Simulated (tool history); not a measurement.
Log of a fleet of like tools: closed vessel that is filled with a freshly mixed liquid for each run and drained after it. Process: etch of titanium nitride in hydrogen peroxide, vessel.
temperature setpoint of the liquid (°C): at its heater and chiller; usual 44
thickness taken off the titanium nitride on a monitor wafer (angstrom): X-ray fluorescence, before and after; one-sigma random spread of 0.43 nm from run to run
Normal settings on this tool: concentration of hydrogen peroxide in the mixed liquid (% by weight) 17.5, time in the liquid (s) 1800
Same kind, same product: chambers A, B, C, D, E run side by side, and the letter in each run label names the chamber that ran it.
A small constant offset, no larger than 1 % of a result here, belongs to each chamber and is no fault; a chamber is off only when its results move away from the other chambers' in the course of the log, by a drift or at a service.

run,day,temperature setpoint of the liquid (°C),concentration of hydrogen peroxide in the mixed liquid (% by weight),time in the liquid (s),"read-back film thickness of the titanium nitride reference wafer, read on the same gauge (nm)",thickness taken off the titanium nitride on a monitor wafer (angstrom)
# day 0.138: chamber E: new drum of peroxide connected
1E,0.275,44,17.5,1800,130.02,554.29
2C,0.646,44,17.5,1800,129.99,572.82
3A,0.992,44,17.5,1800,130.01,557.99
4D,1.479,44,17.5,1800,129.99,561.62
# day 1.8: chamber C: new drum of peroxide connected
5B,1.958,44,17.5,1800,129.99,568.74
6A,2.342,44,17.5,1800,130.01,567.08
7C,2.6,44,17.5,1800,129.99,559.94
8D,2.925,37,17.5,1145,130.01,211.21
# day 3.362: chamber A: thermometer replaced
9E,3.408,37,17.5,1145,130.02,207.56
10B,3.742,37,17.5,1145,130,207.23
11A,4.038,37,17.5,1145,130,208.6
12B,4.425,37,17.5,1145,129.99,207.98
# day 4.562: chamber A: new drum of peroxide connected
13E,4.667,44,17.5,1800,129.99,562.58
14C,4.938,44,17.5,1800,130.03,558.65
15D,5.262,44,17.5,1800,130,561.92
16A,5.625,44,17.5,1800,130.01,561.64
17C,5.862,44,17.5,1800,130.01,566.55
18D,6.338,44,12.5,1800,130.01,532.53
19B,6.654,44,12.5,1800,130,538.24
20E,6.979,44,12.5,1800,129.99,526.43
21D,7.2,44,12.5,1800,129.98,517.2
22B,7.504,44,12.5,1800,130,533.72
# day 7.538: chamber E: thermometer replaced
23A,7.842,44,17.5,1800,129.98,560.1
24E,8.067,44,17.5,1800,130,554.22
25C,8.512,44,17.5,1800,130,584.09
26D,8.833,44,17.5,1800,130.01,564.77
27A,9.062,44,17.5,2560,129.99,794.85
28E,9.462,44,17.5,2560,129.97,793.42
29C,9.783,44,17.5,2560,130,852.04
# day 9.842: chamber A: peroxide flow meter replaced
30B,10.167,44,17.5,2560,130,804.52
31B,10.475,44,17.5,2560,130.02,818.25
32A,10.917,47.5,17.5,1800,130,729.95
33E,11.317,47.5,17.5,1800,129.99,724.25
34C,11.642,47.5,17.5,1800,130.01,791.38
35D,12.133,47.5,17.5,1800,129.99,728.82

Predict what each chamber gives when all 5 of them run the settings below next.
36A,12.483,44,15.5,1800,,?
36B,12.483,44,15.5,1800,,?
36C,12.483,44,15.5,1800,,?
36D,12.483,44,15.5,1800,,?
36E,12.483,44,15.5,1800,,?

run,thickness taken off the titanium nitride on a monitor wafer (angstrom)
36A,547.37
36B,552.91
36C,603.26
36D,542.78
36E,556.21
